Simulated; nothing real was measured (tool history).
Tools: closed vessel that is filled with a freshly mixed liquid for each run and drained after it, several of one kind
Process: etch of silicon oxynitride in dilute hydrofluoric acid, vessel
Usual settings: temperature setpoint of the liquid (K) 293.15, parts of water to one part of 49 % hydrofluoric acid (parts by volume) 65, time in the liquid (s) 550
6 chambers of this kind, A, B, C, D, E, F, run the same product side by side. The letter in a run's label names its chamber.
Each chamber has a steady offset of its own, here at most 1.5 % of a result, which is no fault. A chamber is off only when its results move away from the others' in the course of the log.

run,hour,temperature setpoint of the liquid (K),parts of water to one part of 49 % hydrofluoric acid (parts by volume),time in the liquid (s),hours since the thermometer was replaced,hours since the hydrofluoric acid flow meter was replaced,"read-back film thickness of the silicon oxynitride reference wafer, read on the same gauge (nm)",thickness taken off the silicon oxynitride on a monitor wafer (Å)
1D,5.3,293.15,65,550,390.5,2253.9,100.02,162.39
2E,14.8,293.15,65,550,176,198.5,100.01,163.23
3F,20.1,293.15,65,550,638.7,128.7,100.02,162.76
4C,25.3,293.15,65,550,47.6,477.8,100.01,162.2
5A,33.4,293.15,65,550,758.6,509.1,100.02,162.7
6B,40.9,293.15,65,550,96.3,169.6,99.999,165.35
7C,48.9,290.15,65,860,71.2,501.4,100.04,216.97
8D,56,290.15,65,860,441.2,2304.6,99.999,219.2
9A,66.1,290.15,65,860,791.3,541.8,99.984,217.03
10E,72.5,290.15,65,860,233.7,256.2,99.999,220.42
11F,80.7,290.15,65,860,699.3,189.3,99.967,221.19
12B,89.3,290.15,65,860,144.7,218,100.01,222.84
13D,94.1,298.15,40,550,479.3,2342.7,99.994,341.29
14E,101.3,298.15,40,550,262.5,285,100,352.06
15C,111.5,298.15,40,550,133.8,564,99.989,342.24
16F,121.6,298.15,40,550,740.2,230.2,100.01,342.88
17A,130.1,298.15,40,550,855.3,605.8,99.982,345.77
# hour 137.7: chamber D: hydrofluoric acid flow meter replaced
18B,138.4,298.15,40,550,193.8,267.1,100,353.09
19B,143.9,293.15,65,550,199.3,272.6,100.01,165.62
20E,150.9,293.15,65,550,312.1,334.6,99.979,163.85
21A,160,293.15,65,550,885.2,635.7,100.04,162.95
22F,168.6,293.15,65,550,787.2,277.2,100.02,163.68
23D,173.2,293.15,65,550,558.4,35.5,99.984,162.76
24C,182.6,293.15,65,550,204.9,635.1,100.01,158.93
25F,188.5,293.15,65,550,807.1,297.1,100.02,164.02
26C,194.1,293.15,85,300,216.4,646.6,99.998,64.493
27B,202.9,293.15,85,300,258.3,331.6,100.02,67.827
28D,207.3,293.15,85,300,592.5,69.6,100.02,67.13
# hour 215.1: chamber F: thermometer replaced
29A,217.7,293.15,85,300,942.9,693.4,100.01,66.983
30E,226.5,293.15,85,300,387.7,410.2,99.996,66.631
31E,235,293.15,85,300,396.2,418.7,99.992,67.226
32A,243.7,293.15,65,550,968.9,719.4,99.992,161.77
33C,251.8,293.15,65,550,274.1,704.3,99.977,154.61
34D,262.2,293.15,65,550,647.4,124.5,99.991,161.88
35B,271.8,293.15,65,440,327.2,400.5,100.01,133.47
36F,277.1,293.15,65,440,62.1,385.7,99.975,130.06

Next, every chamber runs the same settings. What will each give?
37A,284.5,293.15,65,550,,,,?
37B,284.5,293.15,65,550,,,,?
37C,284.5,293.15,65,550,,,,?
37D,284.5,293.15,65,550,,,,?
37E,284.5,293.15,65,550,,,,?
37F,284.5,293.15,65,550,,,,?

run,thickness taken off the silicon oxynitride on a monitor wafer (Å)
37A,162.87
37B,165.2
37C,152.93
37D,162.4
37E,163.89
37F,163.03

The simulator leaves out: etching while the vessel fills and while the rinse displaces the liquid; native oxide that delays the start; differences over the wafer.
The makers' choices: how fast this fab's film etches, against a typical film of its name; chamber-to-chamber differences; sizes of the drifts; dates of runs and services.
